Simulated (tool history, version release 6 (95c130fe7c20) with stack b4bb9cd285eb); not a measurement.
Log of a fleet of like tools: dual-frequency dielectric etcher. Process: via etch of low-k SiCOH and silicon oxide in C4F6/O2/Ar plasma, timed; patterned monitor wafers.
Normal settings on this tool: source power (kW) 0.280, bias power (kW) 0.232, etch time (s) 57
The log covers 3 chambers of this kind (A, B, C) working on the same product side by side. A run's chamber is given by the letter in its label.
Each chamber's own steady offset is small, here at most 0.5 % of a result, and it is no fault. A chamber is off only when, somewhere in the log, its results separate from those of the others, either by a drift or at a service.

run,hour,source power (kW),bias power (kW),etch time (s),hours since the last wet clean,hours since the last source power generator calibration,hours since the last bias power generator calibration,"read-back reference wafer on the same gauge, depth_nm",mean etch depth across the wafer (Å)
1B,5.4,0.280,0.232,57,340.0,1121.5,1441.0,168.05,1515.9
2A,10.0,0.280,0.232,57,344.6,220.6,2134.5,168.06,1506.1
3C,17.8,0.280,0.232,57,258.0,2430.3,1742.9,168.08,1517.4
4C,24.4,0.280,0.232,57,264.6,2436.9,1749.5,168.16,1516.7
5A,28.4,0.280,0.232,57,363.0,239.0,2152.9,168.18,1509.1
6B,34.2,0.280,0.232,57,368.8,1150.3,1469.8,168.20,1515.9
7B,38.4,0.280,0.232,57,373.0,1154.5,1474.0,168.25,1518.2
8A,44.1,0.280,0.232,57,378.7,254.7,2168.6,168.29,1503.8
9C,51.9,0.280,0.232,57,292.1,2464.4,1777.0,168.30,1519.7
10C,57.1,0.320,0.232,57,297.3,2469.6,1782.2,168.28,1596.5
11A,61.3,0.320,0.232,57,395.9,271.9,2185.8,168.44,1587.1
12B,67.6,0.320,0.232,57,402.2,1183.7,1503.2,168.43,1601.3
13B,73.4,0.280,0.232,57,408.0,1189.5,1509.0,168.49,1518.5
14C,79.5,0.280,0.232,57,319.7,2492.0,1804.6,168.47,1518.1
15A,84.2,0.280,0.232,57,418.8,294.8,2208.7,168.58,1512.7
16B,88.4,0.280,0.232,57,423.0,1204.5,1524.0,168.55,1520.9
17A,94.9,0.240,0.232,47,429.5,305.5,2219.4,168.63,1177.5
18C,99.3,0.240,0.232,47,339.5,2511.8,1824.4,168.55,1182.3
# hour 104.2: chamber C: wet clean of the chamber
19B,107.9,0.240,0.232,47,442.5,1224.0,1543.5,168.63,1183.2
20A,112.8,0.280,0.232,57,447.4,323.4,2237.3,168.71,1511.8
21C,120.5,0.280,0.232,57,16.3,2533.0,1845.6,168.77,1518.5
22A,127.4,0.280,0.232,57,462.0,338.0,2251.9,168.81,1512.7
23C,135.2,0.280,0.232,57,31.0,2547.7,1860.3,168.87,1522.7
24B,141.7,0.280,0.232,57,476.3,1257.8,1577.3,168.95,1526.0
25B,149.6,0.280,0.232,57,484.2,1265.7,1585.2,168.96,1523.0
26A,155.0,0.280,0.232,57,489.6,365.6,2279.5,169.03,1514.5
27C,160.0,0.280,0.232,57,55.8,2572.5,1885.1,169.01,1523.6

Read the log: is a single chamber off, either drifting away or since a service, is the gauge that measures every chamber drifting, or is nothing wrong beyond small per-chamber offsets? Name any odd chamber and what most likely caused it.

It is the gauge, not a chamber: its drift shows up in every chamber's results at once, and no chamber is off.
Cause: gauge reads high (%) = 0.629.

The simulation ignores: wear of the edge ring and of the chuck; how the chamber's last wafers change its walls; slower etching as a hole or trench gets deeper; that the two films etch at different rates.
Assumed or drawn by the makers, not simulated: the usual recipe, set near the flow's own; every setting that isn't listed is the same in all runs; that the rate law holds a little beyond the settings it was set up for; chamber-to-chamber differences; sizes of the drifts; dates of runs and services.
